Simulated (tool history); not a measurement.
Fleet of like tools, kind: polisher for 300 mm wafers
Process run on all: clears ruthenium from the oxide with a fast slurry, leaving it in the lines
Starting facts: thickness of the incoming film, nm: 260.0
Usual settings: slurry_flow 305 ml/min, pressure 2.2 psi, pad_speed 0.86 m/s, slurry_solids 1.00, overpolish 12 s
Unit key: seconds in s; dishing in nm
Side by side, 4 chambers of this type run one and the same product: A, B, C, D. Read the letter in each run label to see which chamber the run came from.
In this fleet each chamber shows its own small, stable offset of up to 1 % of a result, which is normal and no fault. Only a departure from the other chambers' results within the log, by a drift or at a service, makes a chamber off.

run,hour,slurry_flow,pressure,pad_speed,slurry_solids,overpolish,seconds,dishing
# hour 1.8: chamber D: slurry nozzle cleaned
1C,4.5,305,2.2,0.86,1.00,12,81.251,31.888
# hour 8.6: chamber D: head pressure recalibrated
2B,9.3,305,2.2,0.86,1.00,12,81.184,30.999
# hour 13.1: chamber A: worn pad replaced by a new one
3A,13.1,305,2.2,0.86,1.00,12,80.364,30.492
4D,16.9,305,2.2,0.86,1.00,12,78.536,31.960
5B,20.6,305,2.2,0.86,1.00,12,79.611,30.797
6A,23.4,305,2.2,0.86,1.00,12,81.209,32.242
7C,27.3,305,2.8,0.86,1.00,8,63.704,26.824
8D,30.2,305,2.8,0.86,1.00,8,63.175,27.011
# hour 34.8: chamber B: worn pad replaced by a new one
9D,34.9,305,2.8,0.86,1.00,8,63.088,27.772
# hour 38.3: chamber A: slurry blender recalibrated
10C,39.4,305,2.8,0.86,1.00,8,64.030,27.693
11B,44.1,305,2.2,0.86,1.00,12,79.696,29.271
12A,48.9,305,2.2,0.86,1.00,12,80.399,31.792
13D,51.0,305,2.2,0.86,1.00,12,79.981,31.418
14A,53.1,305,2.2,0.86,1.00,12,80.083,31.121
# hour 55.9: chamber C: slurry blender recalibrated
15C,56.6,305,2.2,0.86,1.00,12,80.530,30.541
16B,61.0,305,2.2,0.86,1.00,12,79.660,30.439
17D,63.7,305,2.2,0.86,1.00,12,81.479,31.806
# hour 65.8: chamber D: worn pad replaced by a new one
18C,67.3,305,2.2,0.86,1.00,12,80.738,30.544
19B,69.6,305,2.2,0.86,1.00,12,80.800,31.299
20A,72.0,305,2.2,0.86,1.00,12,81.490,31.466
21C,76.1,305,2.2,0.86,1.00,12,81.013,30.519
22D,79.1,305,2.2,0.86,1.00,12,79.629,30.579
23B,82.9,305,2.2,0.72,1.15,12,90.214,27.169
# hour 85.1: chamber C: worn pad replaced by a new one
24A,87.4,305,2.2,0.72,1.15,12,89.694,29.069
25C,92.1,305,2.2,0.72,1.15,12,90.626,28.555

Each of the 4 chambers runs these same settings next. Fill in every chamber's results:
26A,95.6,305,1.7,0.86,1.00,12,?,?
26B,95.6,305,1.7,0.86,1.00,12,?,?
26C,95.6,305,1.7,0.86,1.00,12,?,?
26D,95.6,305,1.7,0.86,1.00,12,?,?

run,seconds,dishing
26A,102.850,24.005
26B,103.730,25.333
26C,104.210,25.319
26D,102.760,24.533

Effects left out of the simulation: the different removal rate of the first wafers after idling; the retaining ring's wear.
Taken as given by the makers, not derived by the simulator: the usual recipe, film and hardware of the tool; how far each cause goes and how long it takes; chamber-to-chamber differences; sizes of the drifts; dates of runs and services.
